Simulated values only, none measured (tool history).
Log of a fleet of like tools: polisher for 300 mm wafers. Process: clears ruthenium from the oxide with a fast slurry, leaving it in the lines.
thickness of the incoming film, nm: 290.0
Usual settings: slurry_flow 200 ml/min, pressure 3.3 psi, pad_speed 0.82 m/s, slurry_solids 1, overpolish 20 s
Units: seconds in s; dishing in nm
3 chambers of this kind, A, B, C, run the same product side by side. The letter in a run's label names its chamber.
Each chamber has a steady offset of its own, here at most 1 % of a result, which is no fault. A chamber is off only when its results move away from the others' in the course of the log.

run	day	slurry_flow	pressure	pad_speed	slurry_solids	overpolish	wafers polished on this pad	hours since the slurry nozzle was cleaned	hours since the head pressure was calibrated	hours since the slurry blender was calibrated	seconds	dishing
1B	0.146	200	3.3	0.82	1	20	305	224.9	844.7	347.3	82.163	51.615
2C	0.317	200	3.3	0.82	1	20	347	798.2	66.8	104.4	82.641	51.284
3A	0.567	200	3.3	0.82	1	20	413	235.6	177.9	127.0	85.464	51.871
4A	0.838	200	3.3	0.82	1	20	448	242.1	184.4	133.5	81.808	54.475
5B	0.983	200	3.3	0.82	1	20	411	245.0	864.8	367.4	81.950	49.662
6C	1.196	200	3.3	0.82	1	20	458	819.3	87.9	125.5	83.655	51.795
7B	1.433	200	3.3	0.82	1	20	468	255.8	875.6	378.2	79.211	50.505
8A	1.679	200	3.3	0.82	1	20	554	262.3	204.6	153.7	80.878	51.698
9C	1.850	200	3.3	0.82	1	20	541	835.0	103.6	141.2	80.374	50.571
# day 2.054: chamber B: head pressure recalibrated
10C	2.162	200	3.3	0.82	1	20	580	842.5	111.1	148.7	82.743	50.920
# day 2.200: chamber C: slurry blender recalibrated
11A	2.462	200	3.3	0.82	1	20	654	281.1	223.4	172.5	81.815	52.531
# day 2.488: chamber B: slurry blender recalibrated
# day 2.529: chamber B: slurry nozzle cleaned
12B	2.708	200	3.3	0.82	1	20	629	4.3	15.7	5.4	91.768	46.215
# day 2.721: chamber B: worn pad replaced by a new one
13A	2.867	200	3.3	0.82	1	20	705	290.8	233.1	182.2	82.617	51.682
14B	3.038	200	3.3	0.82	1	20	40	12.2	23.6	13.3	89.319	46.295
15C	3.258	200	3.3	0.82	1	20	719	868.8	137.4	25.4	81.286	52.312
16A	3.446	200	3.3	0.82	1	20	778	304.7	247.0	196.1	83.565	52.680
17B	3.738	200	3.3	0.82	1	20	128	29.0	40.4	30.1	91.524	47.741
18C	4.046	200	3.3	0.82	1	20	819	887.7	156.3	44.3	82.728	50.173
19C	4.304	200	3.3	0.82	1	20	852	893.9	162.5	50.5	81.256	50.549
20A	4.546	200	3.3	0.82	1	20	918	331.1	273.4	222.5	80.712	52.602
21B	4.754	200	3.3	0.82	1	20	257	53.4	64.8	54.5	91.191	45.233
22A	4.912	200	3.3	0.82	1	20	964	339.9	282.2	231.3	81.315	51.508
23C	5.175	200	2.8	0.82	1	28	962	914.8	183.4	71.4	96.060	58.187
24B	5.388	200	2.8	0.82	1	28	337	68.6	80.0	69.7	105.540	53.999
25A	5.579	200	2.8	0.82	1	28	1049	355.9	298.2	247.3	95.785	56.530

All 3 chambers run these settings next. Forecast each chamber's results:
26A	5.804	200	3.3	0.82	1	20					?	?
26B	5.804	200	3.3	0.82	1	20					?	?
26C	5.804	200	3.3	0.82	1	20					?	?

run	seconds	dishing
26A	85.836	51.468
26B	91.182	46.143
26C	82.824	52.948
